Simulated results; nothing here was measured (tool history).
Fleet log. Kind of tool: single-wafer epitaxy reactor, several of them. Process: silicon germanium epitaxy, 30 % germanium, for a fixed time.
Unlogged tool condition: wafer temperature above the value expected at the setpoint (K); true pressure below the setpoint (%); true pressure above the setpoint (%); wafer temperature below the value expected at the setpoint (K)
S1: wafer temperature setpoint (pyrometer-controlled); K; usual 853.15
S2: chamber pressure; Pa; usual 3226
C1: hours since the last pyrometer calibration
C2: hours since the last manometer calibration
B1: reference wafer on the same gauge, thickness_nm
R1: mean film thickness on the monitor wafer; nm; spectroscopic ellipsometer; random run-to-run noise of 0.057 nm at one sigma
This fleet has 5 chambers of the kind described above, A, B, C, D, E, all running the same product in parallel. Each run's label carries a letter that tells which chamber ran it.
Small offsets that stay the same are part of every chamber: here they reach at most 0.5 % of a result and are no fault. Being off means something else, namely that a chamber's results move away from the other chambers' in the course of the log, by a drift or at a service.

{"run": "1A", "day": 0.412, "S1": 853.15, "S2": 3226, "C1": 1355.9, "C2": 1560.1, "B1": 39.8, "R1": 44.021}
{"run": "2E", "day": 0.833, "S1": 853.15, "S2": 3226, "C1": 185.8, "C2": 2406.4, "B1": 39.789, "R1": 43.636}
{"run": "3B", "day": 1.033, "S1": 853.15, "S2": 3226, "C1": 669.7, "C2": 1115.4, "B1": 39.779, "R1": 43.589}
{"run": "4C", "day": 1.479, "S1": 853.15, "S2": 3226, "C1": 1760.6, "C2": 172.6, "B1": 39.777, "R1": 43.873}
{"run": "5D", "day": 1.892, "S1": 853.15, "S2": 3226, "C1": 215.6, "C2": 837.8, "B1": 39.754, "R1": 43.629}
{"run": "6C", "day": 2.329, "S1": 853.15, "S2": 3226, "C1": 1781.0, "C2": 193.0, "B1": 39.774, "R1": 43.673}
{"run": "7A", "day": 2.712, "S1": 853.15, "S2": 3226, "C1": 1411.1, "C2": 1615.3, "B1": 39.757, "R1": 43.891}
{"run": "8D", "day": 3.075, "S1": 853.15, "S2": 3226, "C1": 244.0, "C2": 866.2, "B1": 39.742, "R1": 43.548}
{"run": "9E", "day": 3.35, "S1": 853.15, "S2": 3226, "C1": 246.2, "C2": 2466.8, "B1": 39.754, "R1": 43.603}
{"run": "10B", "day": 3.675, "S1": 845.15, "S2": 3800, "C1": 733.1, "C2": 1178.8, "B1": 39.745, "R1": 39.81}
{"run": "11D", "day": 3.875, "S1": 845.15, "S2": 3800, "C1": 263.2, "C2": 885.4, "B1": 39.737, "R1": 39.831}
{"run": "12E", "day": 4.271, "S1": 845.15, "S2": 3800, "C1": 268.3, "C2": 2488.9, "B1": 39.74, "R1": 39.746}
{"run": "13B", "day": 4.671, "S1": 845.15, "S2": 3800, "C1": 757.0, "C2": 1202.7, "B1": 39.727, "R1": 39.81}
{"run": "14C", "day": 5.038, "S1": 845.15, "S2": 3800, "C1": 1846.0, "C2": 258.0, "B1": 39.71, "R1": 40.004}
{"run": "15A", "day": 5.396, "S1": 853.15, "S2": 3226, "C1": 1475.5, "C2": 1679.7, "B1": 39.71, "R1": 43.862}
{"run": "16C", "day": 5.775, "S1": 853.15, "S2": 3226, "C1": 1863.7, "C2": 275.7, "B1": 39.697, "R1": 43.627}
{"run": "17B", "day": 6.058, "S1": 859.15, "S2": 3226, "C1": 790.3, "C2": 1236.0, "B1": 39.704, "R1": 48.918}
{"day": 6.088, "done": "chamber A: capacitance manometer re-zeroed and calibrated"}
{"run": "18A", "day": 6.354, "S1": 859.15, "S2": 3226, "C1": 1498.5, "C2": 6.4, "B1": 39.693, "R1": 49.267}
{"run": "19D", "day": 6.588, "S1": 859.15, "S2": 3226, "C1": 328.3, "C2": 950.5, "B1": 39.7, "R1": 48.94}
{"run": "20E", "day": 6.85, "S1": 859.15, "S2": 3226, "C1": 330.2, "C2": 2550.8, "B1": 39.689, "R1": 48.997}
{"run": "21A", "day": 7.062, "S1": 859.15, "S2": 3226, "C1": 1515.5, "C2": 23.4, "B1": 39.668, "R1": 49.165}
{"run": "22E", "day": 7.375, "S1": 853.15, "S2": 3226, "C1": 342.8, "C2": 2563.4, "B1": 39.688, "R1": 43.536}
{"run": "23B", "day": 7.708, "S1": 860.15, "S2": 3626, "C1": 829.9, "C2": 1275.6, "B1": 39.677, "R1": 52.3}
{"run": "24C", "day": 8.062, "S1": 860.15, "S2": 3626, "C1": 1918.6, "C2": 330.6, "B1": 39.665, "R1": 51.964}
{"run": "25D", "day": 8.35, "S1": 860.15, "S2": 3626, "C1": 370.6, "C2": 992.8, "B1": 39.669, "R1": 52.114}
{"run": "26E", "day": 8.729, "S1": 860.15, "S2": 3626, "C1": 375.3, "C2": 2595.9, "B1": 39.674, "R1": 52.119}
{"run": "27B", "day": 9.154, "S1": 860.15, "S2": 3626, "C1": 864.6, "C2": 1310.3, "B1": 39.66, "R1": 52.274}
{"run": "28A", "day": 9.4, "S1": 853.15, "S2": 3226, "C1": 1571.6, "C2": 79.5, "B1": 39.626, "R1": 43.826}
{"run": "29C", "day": 9.783, "S1": 853.15, "S2": 3226, "C1": 1959.9, "C2": 371.9, "B1": 39.647, "R1": 43.585}
{"run": "30D", "day": 9.996, "S1": 853.15, "S2": 3226, "C1": 410.1, "C2": 1032.3, "B1": 39.645, "R1": 43.429}
{"run": "31E", "day": 10.254, "S1": 853.15, "S2": 3226, "C1": 411.9, "C2": 2632.5, "B1": 39.632, "R1": 43.431}
{"run": "32B", "day": 10.521, "S1": 853.15, "S2": 3226, "C1": 897.4, "C2": 1343.1, "B1": 39.631, "R1": 43.543}
{"run": "33A", "day": 10.85, "S1": 853.15, "S2": 3226, "C1": 1606.4, "C2": 114.3, "B1": 39.631, "R1": 43.752}
{"run": "34C", "day": 11.3, "S1": 853.15, "S2": 3226, "C1": 1996.3, "C2": 408.3, "B1": 39.618, "R1": 43.574}
{"run": "35D", "day": 11.512, "S1": 841.15, "S2": 3733, "C1": 446.5, "C2": 1068.7, "B1": 39.612, "R1": 36.568}
{"run": "36C", "day": 11.854, "S1": 841.15, "S2": 3733, "C1": 2009.6, "C2": 421.6, "B1": 39.602, "R1": 36.693}
{"run": "37E", "day": 12.212, "S1": 841.15, "S2": 3733, "C1": 458.9, "C2": 2679.5, "B1": 39.603, "R1": 36.407}
{"run": "38A", "day": 12.446, "S1": 841.15, "S2": 3733, "C1": 1644.7, "C2": 152.6, "B1": 39.595, "R1": 36.663}
{"run": "39B", "day": 12.75, "S1": 841.15, "S2": 3733, "C1": 950.9, "C2": 1396.6, "B1": 39.593, "R1": 36.376}

All chambers now run identical settings, listed one chamber a line with results as question marks. What results will each chamber show?
{"run": "40A", "day": 13.075, "S1": 853.15, "S2": 3920, "R1": "?"}
{"run": "40B", "day": 13.075, "S1": 853.15, "S2": 3920, "R1": "?"}
{"run": "40C", "day": 13.075, "S1": 853.15, "S2": 3920, "R1": "?"}
{"run": "40D", "day": 13.075, "S1": 853.15, "S2": 3920, "R1": "?"}
{"run": "40E", "day": 13.075, "S1": 853.15, "S2": 3920, "R1": "?"}

run=40A R1=47.233
run=40B R1=47.043
run=40C R1=46.925
run=40D R1=46.923
run=40E R1=46.875
